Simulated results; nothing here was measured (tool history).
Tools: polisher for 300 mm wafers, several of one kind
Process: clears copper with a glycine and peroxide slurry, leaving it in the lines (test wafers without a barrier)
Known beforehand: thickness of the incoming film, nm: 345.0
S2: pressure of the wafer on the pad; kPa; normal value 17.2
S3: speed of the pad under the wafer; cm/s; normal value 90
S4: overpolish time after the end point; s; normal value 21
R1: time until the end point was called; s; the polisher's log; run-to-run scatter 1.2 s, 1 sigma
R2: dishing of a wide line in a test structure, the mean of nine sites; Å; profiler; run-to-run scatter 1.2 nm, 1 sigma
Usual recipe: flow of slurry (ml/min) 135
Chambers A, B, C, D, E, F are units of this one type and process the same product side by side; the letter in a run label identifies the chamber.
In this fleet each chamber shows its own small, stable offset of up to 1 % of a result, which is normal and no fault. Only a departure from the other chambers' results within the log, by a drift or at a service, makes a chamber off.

run 1D hour=5.5 | flow_of_slurry_(ml/min)=135 S2=17.2 S3=90 S4=21 | R1=69.196 R2=614.41
run 2B hour=9.7 | flow_of_slurry_(ml/min)=135 S2=17.2 S3=90 S4=21 | R1=69.872 R2=643.10
-- hour=11.3 chamber D: head pressure recalibrated
run 3C hour=14.1 | flow_of_slurry_(ml/min)=135 S2=17.2 S3=90 S4=21 | R1=70.855 R2=623.16
run 4E hour=17.2 | flow_of_slurry_(ml/min)=135 S2=17.2 S3=90 S4=21 | R1=70.323 R2=631.10
run 5F hour=22.2 | flow_of_slurry_(ml/min)=135 S2=17.2 S3=90 S4=21 | R1=68.094 R2=635.59
run 6A hour=25.7 | flow_of_slurry_(ml/min)=135 S2=17.2 S3=90 S4=21 | R1=70.281 R2=635.51
-- hour=28.2 chamber B: worn pad replaced by a new one
-- hour=29.4 chamber D: worn pad replaced by a new one
run 7F hour=32.8 | flow_of_slurry_(ml/min)=135 S2=17.2 S3=90 S4=21 | R1=69.517 R2=622.91
run 8E hour=38.8 | flow_of_slurry_(ml/min)=135 S2=17.2 S3=90 S4=21 | R1=67.711 R2=615.57
run 9B hour=43.1 | flow_of_slurry_(ml/min)=95 S2=17.2 S3=62 S4=21 | R1=103.630 R2=487.59
run 10A hour=46.4 | flow_of_slurry_(ml/min)=95 S2=17.2 S3=62 S4=21 | R1=100.460 R2=463.59
run 11C hour=51.0 | flow_of_slurry_(ml/min)=95 S2=17.2 S3=62 S4=21 | R1=100.970 R2=477.69
-- hour=53.1 chamber E: worn pad replaced by a new one
run 12D hour=56.9 | flow_of_slurry_(ml/min)=95 S2=17.2 S3=62 S4=21 | R1=102.620 R2=480.12
run 13B hour=62.4 | flow_of_slurry_(ml/min)=95 S2=17.2 S3=62 S4=21 | R1=99.204 R2=465.65
-- hour=64.4 chamber F: worn pad replaced by a new one
run 14A hour=68.2 | flow_of_slurry_(ml/min)=95 S2=17.2 S3=62 S4=21 | R1=103.190 R2=467.93
-- hour=68.8 chamber A: worn pad replaced by a new one
run 15D hour=74.2 | flow_of_slurry_(ml/min)=135 S2=17.2 S3=90 S4=21 | R1=68.547 R2=646.72
-- hour=74.7 chamber B: worn pad replaced by a new one
run 16E hour=81.2 | flow_of_slurry_(ml/min)=135 S2=17.2 S3=90 S4=21 | R1=72.353 R2=629.69
run 17F hour=86.1 | flow_of_slurry_(ml/min)=135 S2=17.2 S3=90 S4=21 | R1=68.183 R2=635.32
run 18C hour=89.9 | flow_of_slurry_(ml/min)=135 S2=17.2 S3=90 S4=21 | R1=69.749 R2=629.97
-- hour=94.8 chamber D: worn pad replaced by a new one
run 19C hour=95.8 | flow_of_slurry_(ml/min)=135 S2=17.2 S3=90 S4=16 | R1=69.624 R2=512.16
-- hour=97.2 chamber C: worn pad replaced by a new one
run 20A hour=102.0 | flow_of_slurry_(ml/min)=135 S2=17.2 S3=90 S4=16 | R1=71.363 R2=496.46
-- hour=106.0 chamber F: head pressure recalibrated
-- hour=106.8 chamber E: worn pad replaced by a new one
run 21B hour=109.1 | flow_of_slurry_(ml/min)=135 S2=17.2 S3=90 S4=16 | R1=68.894 R2=488.62
run 22D hour=114.3 | flow_of_slurry_(ml/min)=135 S2=17.2 S3=90 S4=16 | R1=71.336 R2=515.36
run 23E hour=120.9 | flow_of_slurry_(ml/min)=135 S2=17.2 S3=90 S4=16 | R1=72.310 R2=497.24
run 24F hour=124.9 | flow_of_slurry_(ml/min)=135 S2=17.2 S3=90 S4=16 | R1=71.741 R2=501.19
run 25C hour=128.0 | flow_of_slurry_(ml/min)=135 S2=17.2 S3=90 S4=21 | R1=68.833 R2=633.51
run 26A hour=133.8 | flow_of_slurry_(ml/min)=160 S2=17.2 S3=90 S4=21 | R1=66.987 R2=630.03
-- hour=134.9 chamber B: worn pad replaced by a new one
run 27B hour=138.0 | flow_of_slurry_(ml/min)=160 S2=17.2 S3=90 S4=21 | R1=68.666 R2=625.36
run 28F hour=141.6 | flow_of_slurry_(ml/min)=160 S2=17.2 S3=90 S4=21 | R1=67.736 R2=623.63
-- hour=146.0 chamber C: slurry nozzle cleaned
run 29D hour=147.0 | flow_of_slurry_(ml/min)=160 S2=17.2 S3=90 S4=21 | R1=67.344 R2=638.35
run 30E hour=151.2 | flow_of_slurry_(ml/min)=160 S2=17.2 S3=90 S4=21 | R1=68.768 R2=619.55
run 31B hour=154.8 | flow_of_slurry_(ml/min)=160 S2=17.2 S3=90 S4=21 | R1=68.987 R2=643.99
-- hour=161.6 chamber D: worn pad replaced by a new one
run 32E hour=161.9 | flow_of_slurry_(ml/min)=135 S2=17.2 S3=90 S4=21 | R1=69.471 R2=619.65
-- hour=162.8 chamber E: slurry nozzle cleaned
-- hour=162.9 chamber A: worn pad replaced by a new one
run 33A hour=165.4 | flow_of_slurry_(ml/min)=135 S2=17.2 S3=90 S4=21 | R1=70.340 R2=597.25
-- hour=165.5 chamber E: worn pad replaced by a new one
run 34C hour=170.7 | flow_of_slurry_(ml/min)=135 S2=17.2 S3=90 S4=21 | R1=71.152 R2=636.24
-- hour=172.1 chamber F: worn pad replaced by a new one
run 35D hour=176.3 | flow_of_slurry_(ml/min)=135 S2=17.2 S3=90 S4=21 | R1=70.608 R2=632.44
run 36F hour=179.9 | flow_of_slurry_(ml/min)=135 S2=17.2 S3=64 S4=21 | R1=89.147 R2=499.22
run 37C hour=186.4 | flow_of_slurry_(ml/min)=135 S2=17.2 S3=64 S4=21 | R1=89.131 R2=527.32
run 38F hour=191.8 | flow_of_slurry_(ml/min)=135 S2=17.2 S3=64 S4=21 | R1=91.326 R2=539.93
-- hour=195.4 chamber B: worn pad replaced by a new one
run 39E hour=198.4 | flow_of_slurry_(ml/min)=135 S2=17.2 S3=64 S4=21 | R1=89.460 R2=530.37
run 40B hour=202.1 | flow_of_slurry_(ml/min)=135 S2=17.2 S3=64 S4=21 | R1=90.427 R2=531.41
run 41D hour=207.0 | flow_of_slurry_(ml/min)=135 S2=17.2 S3=64 S4=21 | R1=90.585 R2=510.07
run 42A hour=211.7 | flow_of_slurry_(ml/min)=135 S2=17.2 S3=90 S4=21 | R1=69.613 R2=620.52

Next, all 6 chambers run the settings below, one line each with question marks for the results. What does each chamber give?
run 43A hour=216.8 | flow_of_slurry_(ml/min)=135 S2=17.2 S3=90 S4=11 | R1=? R2=?
run 43B hour=216.8 | flow_of_slurry_(ml/min)=135 S2=17.2 S3=90 S4=11 | R1=? R2=?
run 43C hour=216.8 | flow_of_slurry_(ml/min)=135 S2=17.2 S3=90 S4=11 | R1=? R2=?
run 43D hour=216.8 | flow_of_slurry_(ml/min)=135 S2=17.2 S3=90 S4=11 | R1=? R2=?
run 43E hour=216.8 | flow_of_slurry_(ml/min)=135 S2=17.2 S3=90 S4=11 | R1=? R2=?
run 43F hour=216.8 | flow_of_slurry_(ml/min)=135 S2=17.2 S3=90 S4=11 | R1=? R2=?

run=43A R1=70.861 R2=368.21
run=43B R1=71.411 R2=374.41
run=43C R1=69.791 R2=371.57
run=43D R1=69.495 R2=374.44
run=43E R1=71.506 R2=370.68
run=43F R1=68.990 R2=384.65

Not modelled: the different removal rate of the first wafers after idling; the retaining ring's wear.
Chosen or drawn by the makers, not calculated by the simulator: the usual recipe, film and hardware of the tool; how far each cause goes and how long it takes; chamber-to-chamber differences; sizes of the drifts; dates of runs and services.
